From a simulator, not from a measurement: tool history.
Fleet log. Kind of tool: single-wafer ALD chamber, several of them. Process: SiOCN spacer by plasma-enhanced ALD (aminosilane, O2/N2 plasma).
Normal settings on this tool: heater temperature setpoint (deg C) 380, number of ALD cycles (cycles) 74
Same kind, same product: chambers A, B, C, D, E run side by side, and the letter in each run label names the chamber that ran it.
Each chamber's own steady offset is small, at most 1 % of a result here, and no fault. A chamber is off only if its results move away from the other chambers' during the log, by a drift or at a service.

run   hour  heater temperature setpoint (deg C)  number of ALD cycles (cycles)  hours since the last thermocouple change  read-back reference wafer on the same gauge, thickness_nm  mean film thickness on the monitor wafer (angstrom)
 1C    6.8                                  380                             74                                    2101.8                                                     3.6641                                               44.599
 2E   11.2                                  380                             74                                    2046.9                                                     3.6544                                               44.491
 3D   15.9                                  380                             74                                     626.7                                                     3.6616                                               44.727
 4A   22.6                                  380                             74                                     438.4                                                     3.6586                                               44.389
 5B   27.9                                  380                             74                                    1809.6                                                     3.6596                                               44.667
 6D   33.4                                  380                             74                                     644.2                                                      3.663                                               44.722
 7B     39                                  380                             74                                    1820.7                                                     3.6619                                               44.575
 8E   46.7                                  394                             63                                    2082.4                                                     3.6599                                               37.717
 9A   53.7                                  394                             63                                     469.5                                                     3.6579                                               37.785
10C   59.2                                  394                             63                                    2154.2                                                     3.6587                                               38.061
      66.5  -- chamber B: thermocouple changed; heater temperature recalibrated
11A   66.8                                  394                             63                                     482.6                                                     3.6596                                               37.661
12D   71.8                                  394                             63                                     682.6                                                     3.6618                                               37.675
13E   78.9                                  380                             74                                    2114.6                                                     3.6574                                               44.217
14B   84.5                                  380                             74                                      18.1                                                     3.6607                                               44.864
15C   92.1                                  380                             62                                    2187.1                                                      3.661                                               37.633
16B   98.6                                  380                             62                                      32.2                                                     3.6604                                               37.153
17C  103.1                                  380                             62                                    2198.1                                                      3.659                                               37.522
18E  109.1                                  380                             62                                    2144.8                                                     3.6582                                               37.071
19D  117.8                                  380                             62                                     728.6                                                     3.6627                                               37.386
20A  126.2                                  380                             74                                       542                                                     3.6585                                                44.31
21D  130.2                                  380                             74                                       741                                                     3.6602                                               44.908
22A  134.8                                  380                             74                                     550.6                                                     3.6591                                               44.101
23E  141.4                                  375                             69                                    2177.1                                                     3.6594                                               41.733
24C  145.4                                  375                             69                                    2240.4                                                     3.6573                                               42.126
25B  149.8                                  375                             69                                      83.4                                                     3.6609                                               41.692
26A  157.6                                  375                             69                                     573.4                                                     3.6587                                                40.95
27B  162.8                                  375                             69                                      96.4                                                     3.6607                                               41.596
28E  171.5                                  380                             74                                    2207.2                                                     3.6577                                               44.511
29C  179.6                                  380                             74                                    2274.6                                                     3.6564                                                 44.7
30D  187.7                                  380                             74                                     798.5                                                     3.6604                                               44.753
31C  193.3                                  380                             74                                    2288.3                                                     3.6594                                               45.071
32B  197.2                                  380                             74                                     130.8                                                     3.6579                                               44.658
33E  203.4                                  380                             74                                    2239.1                                                     3.6637                                               44.368
34A  211.6                                  380                             74                                     627.4                                                     3.6588                                               44.479
35D  216.1                                  380                             74                                     826.9                                                     3.6575                                                44.54
36B  224.4                                  380                             67                                       158                                                     3.6579                                               40.457
37E  228.8                                  380                             67                                    2264.5                                                     3.6592                                               40.304
38D  237.6                                  380                             67                                     848.4                                                     3.6647                                               40.068
39A  245.3                                  380                             67                                     661.1                                                     3.6577                                               40.101
     250.9  -- chamber D: thermocouple changed; heater temperature recalibrated
40C  252.2                                  380                             67                                    2347.2                                                     3.6591                                               40.625
41D    257                                  380                             74                                       6.2                                                     3.6631                                               44.768
42B  261.8                                  380                             74                                     195.4                                                     3.6591                                               44.642
43C  267.3                                  366                             69                                    2362.3                                                     3.6582                                               41.699

The same settings go to every chamber for the next run, one line per chamber below. Forecast the results for each:
44A  273.6                                  380                             74                                                                                                                                                         ?
44B  273.6                                  380                             74                                                                                                                                                         ?
44C  273.6                                  380                             74                                                                                                                                                         ?
44D  273.6                                  380                             74                                                                                                                                                         ?
44E  273.6                                  380                             74                                                                                                                                                         ?

run  mean film thickness on the monitor wafer (angstrom)
44A                                               44.417
44B                                               44.365
44C                                               44.853
44D                                               44.922
44E                                               44.772

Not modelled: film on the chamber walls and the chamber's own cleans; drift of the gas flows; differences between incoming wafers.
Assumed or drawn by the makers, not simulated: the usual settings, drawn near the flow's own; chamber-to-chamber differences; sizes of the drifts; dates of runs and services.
